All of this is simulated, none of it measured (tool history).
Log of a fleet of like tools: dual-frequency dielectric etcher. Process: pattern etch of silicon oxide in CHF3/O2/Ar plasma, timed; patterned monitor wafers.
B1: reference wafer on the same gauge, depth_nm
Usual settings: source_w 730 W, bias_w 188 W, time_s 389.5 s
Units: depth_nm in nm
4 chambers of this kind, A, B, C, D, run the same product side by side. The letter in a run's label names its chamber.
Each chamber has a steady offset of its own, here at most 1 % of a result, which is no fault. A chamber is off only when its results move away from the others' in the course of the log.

Run 1C, day 0.208: usual settings; B1 852.05. Result: depth_nm 843.32 nm.
Run 2B, day 0.329: usual settings; B1 852.29. Result: depth_nm 838.95 nm.
Run 3D, day 0.512: usual settings; B1 851.73. Result: depth_nm 831.82 nm.
Run 4A, day 0.675: usual settings; B1 851.98. Result: depth_nm 835.36 nm.
At day 0.804: chamber D: wet clean of the chamber.
Run 5D, day 0.85: usual settings; B1 852.02. Result: depth_nm 835.65 nm.
Run 6B, day 0.95: usual settings; B1 852.16. Result: depth_nm 838.24 nm.
Run 7A, day 1.071: usual settings; B1 852.16. Result: depth_nm 838.91 nm.
Run 8C, day 1.279: usual settings; B1 851.43. Result: depth_nm 844.23 nm.
Run 9D, day 1.4: usual settings; B1 852.43. Result: depth_nm 835.15 nm.
Run 10B, day 1.625: usual settings; B1 852.26. Result: depth_nm 841.2 nm.
Run 11C, day 1.733: usual settings; B1 852.34. Result: depth_nm 844.26 nm.
Run 12A, day 1.904: usual settings; B1 851.79. Result: depth_nm 835.37 nm.
Run 13C, day 2.092: usual settings; B1 851.81. Result: depth_nm 843.63 nm.
Run 14B, day 2.204: usual settings; B1 851.98. Result: depth_nm 842.26 nm.
Run 15D, day 2.429: usual settings; B1 851.5. Result: depth_nm 831.68 nm.
Run 16A, day 2.596: usual settings; B1 851.74. Result: depth_nm 840.77 nm.
At day 2.625: chamber B: wet clean of the chamber.
Run 17D, day 2.704: usual settings; B1 852.59. Result: depth_nm 836.03 nm.
Run 18C, day 2.879: usual settings; B1 852.1. Result: depth_nm 843.49 nm.
Run 19B, day 3.025: usual settings but source_w 820 W, bias_w 173 W; B1 852.15. Result: depth_nm 854.65 nm.
Run 20A, day 3.154: usual settings but source_w 820 W, bias_w 173 W; B1 852.64. Result: depth_nm 851.39 nm.
Run 21D, day 3.262: usual settings but source_w 820 W, bias_w 173 W; B1 852.18. Result: depth_nm 851.86 nm.
Run 22B, day 3.479: usual settings but source_w 820 W, bias_w 173 W; B1 851.44. Result: depth_nm 854.65 nm.
Run 23C, day 3.638: usual settings; B1 851.7. Result: depth_nm 842.52 nm.
Run 24A, day 3.788: usual settings; B1 851.87. Result: depth_nm 840.38 nm.
Run 25C, day 4.012: usual settings; B1 851.5. Result: depth_nm 843.38 nm.
At day 4.179: chamber A: source power generator calibrated.
Run 26B, day 4.225: usual settings; B1 852.53. Result: depth_nm 839.68 nm.
Run 27A, day 4.446: usual settings; B1 851.26. Result: depth_nm 838.37 nm.
Run 28D, day 4.612: usual settings; B1 851.72. Result: depth_nm 838.25 nm.

Is one chamber off against the others, does the gauge drift, or is nothing wrong? If a chamber is off, say which, and what the likeliest cause is.

No chamber stands off beyond its own small offset, and the gauge holds steady.
